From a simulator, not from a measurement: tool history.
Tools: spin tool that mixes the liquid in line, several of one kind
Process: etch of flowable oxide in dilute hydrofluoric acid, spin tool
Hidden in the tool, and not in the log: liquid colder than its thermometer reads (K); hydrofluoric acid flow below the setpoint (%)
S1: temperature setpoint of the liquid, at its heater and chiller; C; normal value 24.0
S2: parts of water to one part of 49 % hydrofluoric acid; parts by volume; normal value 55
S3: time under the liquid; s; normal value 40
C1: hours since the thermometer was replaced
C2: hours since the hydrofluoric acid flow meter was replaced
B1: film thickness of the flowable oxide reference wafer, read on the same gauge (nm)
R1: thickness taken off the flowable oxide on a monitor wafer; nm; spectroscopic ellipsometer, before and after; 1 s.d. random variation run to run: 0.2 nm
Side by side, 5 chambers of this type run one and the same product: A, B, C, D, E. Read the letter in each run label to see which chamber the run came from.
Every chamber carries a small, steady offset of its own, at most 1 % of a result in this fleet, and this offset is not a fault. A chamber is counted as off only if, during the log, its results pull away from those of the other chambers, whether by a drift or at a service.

run,hour,S1,S2,S3,C1,C2,B1,R1
1A,5.1,24.0,55,40,1070.7,199.9,30.013,28.230
2D,13.4,24.0,55,40,860.5,790.3,29.987,28.021
3C,23.9,24.0,55,40,732.9,914.4,29.974,28.638
4B,33.6,24.0,55,40,775.3,452.9,30.038,28.438
5E,43.6,24.0,55,40,1582.8,1380.0,30.039,28.514
6E,50.5,24.0,55,40,1589.7,1386.9,30.035,28.487
7A,56.3,24.0,55,40,1121.9,251.1,30.002,27.683
8D,66.7,24.0,55,40,913.8,843.6,29.975,27.958
9C,77.3,24.0,40,30,786.3,967.8,30.030,30.132
10B,82.0,24.0,40,30,823.7,501.3,29.950,30.087
# hour 84.7: chamber B: hydrofluoric acid flow meter replaced
11E,89.9,24.0,40,30,1629.1,1426.3,30.031,29.678
12B,100.2,24.0,40,30,841.9,15.6,30.021,30.039
13C,108.9,24.0,40,30,817.9,999.4,30.032,29.861
14D,116.3,24.0,55,40,963.4,893.2,30.039,28.393
15A,121.3,24.0,55,40,1186.9,316.1,29.942,27.821
16C,126.7,24.0,55,40,835.7,1017.2,30.043,28.382
17D,134.7,24.0,55,40,981.8,911.6,30.058,28.291
18E,139.6,24.0,55,40,1678.8,1476.0,29.982,27.791
19B,144.9,24.0,55,40,886.6,60.3,30.012,28.487
20A,149.7,24.0,55,40,1215.3,344.5,29.996,27.956
21C,155.3,24.0,55,40,864.3,1045.8,30.007,28.727
22B,163.1,24.0,55,40,904.8,78.5,29.949,28.548
23D,171.8,24.0,55,40,1018.9,948.7,30.020,27.800
24E,178.1,24.0,55,40,1717.3,1514.5,29.965,27.853
25A,184.3,24.0,55,40,1249.9,379.1,29.978,28.339
26B,190.5,24.0,55,40,932.2,105.9,30.028,28.336
27D,195.3,25.5,40,40,1042.4,972.2,30.029,41.943
28C,200.8,25.5,40,40,909.8,1091.3,29.975,42.065
29A,208.7,25.5,40,40,1274.3,403.5,29.972,42.172
30E,218.6,25.5,40,40,1757.8,1555.0,29.965,40.581
31E,224.2,25.5,40,40,1763.4,1560.6,30.031,40.726
32C,230.1,24.0,55,40,939.1,1120.6,29.971,28.618
33D,235.5,24.0,55,40,1082.6,1012.4,30.021,27.977
34A,242.4,24.0,55,40,1308.0,437.2,30.010,28.216
35B,249.5,24.0,55,40,991.2,164.9,29.975,28.236

The same settings go to every chamber for the next run, one line per chamber below. Forecast the results for each:
36A,257.1,19.5,55,40,,,,?
36B,257.1,19.5,55,40,,,,?
36C,257.1,19.5,55,40,,,,?
36D,257.1,19.5,55,40,,,,?
36E,257.1,19.5,55,40,,,,?

run,R1
36A,23.096
36B,23.421
36C,23.622
36D,23.404
36E,22.189
